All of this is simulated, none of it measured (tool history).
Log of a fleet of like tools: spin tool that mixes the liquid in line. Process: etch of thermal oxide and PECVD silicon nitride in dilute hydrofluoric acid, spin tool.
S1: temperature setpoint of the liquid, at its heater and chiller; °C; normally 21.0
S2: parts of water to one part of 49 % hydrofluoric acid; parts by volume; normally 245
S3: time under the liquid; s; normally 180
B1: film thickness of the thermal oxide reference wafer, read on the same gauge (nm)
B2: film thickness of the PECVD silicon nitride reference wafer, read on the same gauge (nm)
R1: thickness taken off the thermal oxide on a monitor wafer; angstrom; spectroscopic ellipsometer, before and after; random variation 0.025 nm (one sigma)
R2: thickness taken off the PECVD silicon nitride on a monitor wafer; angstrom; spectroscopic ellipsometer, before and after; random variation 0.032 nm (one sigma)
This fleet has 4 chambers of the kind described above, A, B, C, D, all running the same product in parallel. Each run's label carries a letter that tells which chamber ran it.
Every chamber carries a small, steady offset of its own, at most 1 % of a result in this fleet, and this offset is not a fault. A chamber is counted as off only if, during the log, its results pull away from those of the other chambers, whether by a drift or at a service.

| run | hour | S1 | S2 | S3 | B1 | B2 | R1 | R2 |
|---|---|---|---|---|---|---|---|---|
| 1A | 15.3 | 21.0 | 245 | 180 | 79.981 | 70.001 | 27.877 | 35.442 |
| 2B | 22.1 | 21.0 | 245 | 180 | 80.003 | 69.988 | 27.723 | 34.752 |
| 3D | 30.6 | 21.0 | 245 | 180 | 80.005 | 69.986 | 27.828 | 35.407 |
| 4C | 38.0 | 21.0 | 245 | 180 | 80.018 | 69.962 | 27.877 | 35.224 |
|  | 44.6 | chamber D: thermometer replaced |
| 5B | 44.7 | 21.0 | 245 | 180 | 79.992 | 70.022 | 28.117 | 34.891 |
| 6C | 60.2 | 21.0 | 245 | 180 | 80.005 | 70.015 | 28.453 | 35.564 |
| 7D | 67.6 | 21.0 | 245 | 180 | 80.007 | 70.002 | 27.557 | 34.723 |
| 8A | 74.6 | 21.0 | 245 | 180 | 80.017 | 70.044 | 28.055 | 34.878 |
|  | 76.4 | chamber C: thermometer replaced |
| 9D | 87.4 | 21.0 | 245 | 180 | 79.995 | 70.011 | 27.948 | 34.663 |
| 10C | 98.2 | 23.5 | 245 | 180 | 79.974 | 69.994 | 31.273 | 42.210 |
| 11B | 111.4 | 23.5 | 245 | 180 | 79.983 | 70.043 | 30.433 | 40.447 |
| 12A | 118.4 | 23.5 | 245 | 180 | 80.032 | 69.978 | 30.599 | 41.592 |
| 13A | 127.6 | 23.5 | 245 | 180 | 80.027 | 69.999 | 30.947 | 41.215 |
| 14B | 139.1 | 21.0 | 245 | 180 | 80.016 | 69.978 | 27.321 | 34.338 |
| 15D | 150.6 | 21.0 | 245 | 180 | 79.981 | 69.936 | 27.073 | 34.354 |
| 16C | 161.7 | 21.0 | 245 | 180 | 79.972 | 69.959 | 28.640 | 36.739 |
| 17D | 169.6 | 21.0 | 245 | 180 | 79.998 | 69.974 | 27.624 | 34.381 |
| 18A | 177.7 | 21.0 | 245 | 180 | 80.008 | 70.018 | 28.477 | 35.867 |
| 19B | 192.2 | 21.0 | 245 | 180 | 80.008 | 70.017 | 27.653 | 34.875 |
| 20C | 207.5 | 21.0 | 245 | 180 | 80.021 | 70.009 | 29.451 | 36.780 |
| 21B | 221.7 | 21.0 | 245 | 180 | 79.983 | 69.966 | 27.380 | 35.131 |
| 22D | 231.1 | 21.0 | 245 | 180 | 80.017 | 70.015 | 27.612 | 34.223 |
| 23A | 246.2 | 21.0 | 245 | 180 | 80.001 | 69.981 | 27.743 | 35.298 |
| 24C | 258.1 | 21.0 | 245 | 180 | 79.966 | 70.002 | 29.740 | 37.381 |
| 25C | 271.5 | 21.0 | 135 | 180 | 79.990 | 69.989 | 60.718 | 67.040 |
| 26B | 279.1 | 21.0 | 135 | 180 | 79.990 | 70.027 | 57.353 | 62.816 |
| 27D | 290.3 | 21.0 | 135 | 180 | 79.985 | 69.996 | 55.706 | 61.943 |
| 28A | 300.2 | 21.0 | 135 | 180 | 80.002 | 69.976 | 57.842 | 63.678 |

What goes on in this fleet: one chamber off, a drifting gauge, or nothing beyond the chambers' own small offsets? Name the chamber and the cause, if any.

It is chamber C that slowly wanders off from its peers.
Most likely cause: hydrofluoric acid flow above the setpoint (%) = 7.03.

Below are 4 candidate recipes for chamber C's next run, each the usual settings with a change, their results shown as question marks. Which of them brings C's results back in line with what the other chambers give on the usual settings?
To be in line, a result may differ from the other chambers' mean on the usual settings by at most: R1 0.870 angstrom; R2 1.100 angstrom
| 29C-1 | 311.3 | 21.0 | 240 | 180 |  |  | ? | ? |
| 29C-2 | 311.3 | 21.0 | 235 | 185 |  |  | ? | ? |
| 29C-3 | 311.3 | 21.0 | 250 | 180 |  |  | ? | ? |
| 29C-4 | 311.3 | 21.0 | 255 | 175 |  |  | ? | ? |

The mean the other chambers reach with the usual settings: R1 27.768 angstrom; R2 34.912 angstrom
| run | R1 | R2 |
|---|---|---|
| 29C-1 | 30.940 | 38.293 |
| 29C-2 | 32.638 | 40.185 |
| 29C-3 | 29.411 | 36.777 |
| 29C-4 | 27.898 | 35.063 |
It is 29C-4 that realigns the chamber with its peers.
